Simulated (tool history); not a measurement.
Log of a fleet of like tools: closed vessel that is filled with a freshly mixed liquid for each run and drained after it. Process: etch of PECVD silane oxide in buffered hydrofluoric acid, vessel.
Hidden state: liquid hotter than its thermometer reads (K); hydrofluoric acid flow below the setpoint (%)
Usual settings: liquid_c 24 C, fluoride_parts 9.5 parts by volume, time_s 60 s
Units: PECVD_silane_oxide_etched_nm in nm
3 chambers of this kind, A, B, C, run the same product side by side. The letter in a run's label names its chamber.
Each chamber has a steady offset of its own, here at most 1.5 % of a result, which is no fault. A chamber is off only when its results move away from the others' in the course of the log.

| run | hour | liquid_c | fluoride_parts | time_s | hours since the thermometer was replaced | hours since the hydrofluoric acid flow meter was replaced | read-back film thickness of the PECVD silane oxide reference wafer, read on the same gauge (nm) | PECVD_silane_oxide_etched_nm |
|---|---|---|---|---|---|---|---|---|
| 1B | 3.4 | 24 | 9.5 | 60 | 628.4 | 202.2 | 120.03 | 239.19 |
| 2C | 6.5 | 24 | 9.5 | 60 | 731.1 | 379.9 | 119.97 | 238.73 |
| 3A | 11 | 24 | 9.5 | 60 | 1673 | 960.1 | 120.01 | 235.99 |
| 4B | 14.2 | 24 | 9.5 | 60 | 639.2 | 213 | 120 | 237.8 |
| 5A | 18.8 | 24 | 9.5 | 60 | 1680.8 | 967.9 | 119.99 | 234.29 |
| 6C | 22.1 | 24 | 9.5 | 60 | 746.7 | 395.5 | 119.99 | 236.17 |
| 7B | 27.7 | 24 | 9.5 | 60 | 652.7 | 226.5 | 120 | 233.75 |
| 8A | 31.2 | 24 | 9.5 | 60 | 1693.2 | 980.3 | 119.99 | 233.82 |
| 9C | 37.9 | 24 | 9.5 | 60 | 762.5 | 411.3 | 119.98 | 237.65 |
| 10B | 42.2 | 24 | 9.5 | 60 | 667.2 | 241 | 120 | 235.06 |
| 11C | 45.4 | 24 | 9.5 | 60 | 770 | 418.8 | 119.97 | 241.99 |
| 12A | 50.3 | 24 | 9.5 | 60 | 1712.3 | 999.4 | 120.01 | 237.5 |
| 13A | 56.7 | 24 | 9.5 | 60 | 1718.7 | 1005.8 | 120 | 235.46 |
| 14C | 63.4 | 24 | 9.5 | 60 | 788 | 436.8 | 119.99 | 236.36 |
| 15B | 69.3 | 22.5 | 9.5 | 60 | 694.3 | 268.1 | 119.92 | 214.46 |
| 16B | 72.3 | 22.5 | 9.5 | 60 | 697.3 | 271.1 | 120 | 215.75 |
| 17A | 76.7 | 22.5 | 9.5 | 60 | 1738.7 | 1025.8 | 119.98 | 215.47 |
| 18C | 80.7 | 24 | 9.5 | 60 | 805.3 | 454.1 | 120.01 | 239.66 |
| 19B | 86.8 | 27.5 | 9.5 | 60 | 711.8 | 285.6 | 120 | 277.27 |
| 20A | 93.4 | 27.5 | 9.5 | 60 | 1755.4 | 1042.5 | 119.97 | 287.94 |
| 21C | 98.4 | 27.5 | 9.5 | 60 | 823 | 471.8 | 119.98 | 285.43 |
| 22C | 103.6 | 24 | 9.5 | 60 | 828.2 | 477 | 119.97 | 233.57 |
| 23B | 106.7 | 24 | 9.5 | 60 | 731.7 | 305.5 | 120.02 | 224.64 |
| 24A | 110.1 | 24 | 9.5 | 60 | 1772.1 | 1059.2 | 119.98 | 234.57 |
| 25C | 115.4 | 24 | 9.5 | 60 | 840 | 488.8 | 120.02 | 236.28 |
| 26B | 118.7 | 24 | 9.5 | 60 | 743.7 | 317.5 | 120.01 | 223 |
| 27A | 121.8 | 24 | 13 | 85 | 1783.8 | 1070.9 | 120.02 | 245.54 |
| 28B | 126.7 | 24 | 13 | 85 | 751.7 | 325.5 | 120.04 | 233.09 |
| 29A | 130.1 | 24 | 13 | 85 | 1792.1 | 1079.2 | 120.02 | 252.22 |
| 30C | 135.7 | 24 | 9.5 | 60 | 860.3 | 509.1 | 119.99 | 236.59 |
| 31B | 139.9 | 24 | 9.5 | 60 | 764.9 | 338.7 | 119.99 | 222.07 |
| 32C | 145.3 | 24 | 9.5 | 60 | 869.9 | 518.7 | 120 | 238.08 |
| 33A | 151.2 | 24 | 9.5 | 60 | 1813.2 | 1100.3 | 120.02 | 232.8 |
| 34A | 156 | 24 | 9.5 | 60 | 1818 | 1105.1 | 119.98 | 235.47 |
| 35C | 162.5 | 24 | 9.5 | 60 | 887.1 | 535.9 | 120.02 | 237.18 |

Is one chamber off against the others, does the gauge drift, or is nothing wrong? If a chamber is off, say which, and what the likeliest cause is.

Chamber B drifts away from the others.
Cause: hydrofluoric acid flow below the setpoint (%) = 10.1.
The log may not tell that from: liquid colder than its thermometer reads (K).

Here are 4 candidates for chamber B's next run, each the usual settings with a change, their results left as question marks. Which one brings its results back in line with what the others give on the usual settings?
In line means no further than this from the other chambers' mean on the usual settings: PECVD_silane_oxide_etched_nm 7.3 nm
| 36B-1 | 167.4 | 24 | 8.5 | 60 |  |  |  | ? |
| 36B-2 | 167.4 | 24.5 | 9.5 | 60 |  |  |  | ? |
| 36B-3 | 167.4 | 23.5 | 9.5 | 60 |  |  |  | ? |
| 36B-4 | 167.4 | 24 | 9.5 | 55 |  |  |  | ? |

The other chambers' mean on the usual settings: PECVD_silane_oxide_etched_nm 236.2 nm
| run | PECVD_silane_oxide_etched_nm |
|---|---|
| 36B-1 | 236.96 |
| 36B-2 | 222.85 |
| 36B-3 | 211.03 |
| 36B-4 | 198.8 |
36B-1 brings the chamber back in line.
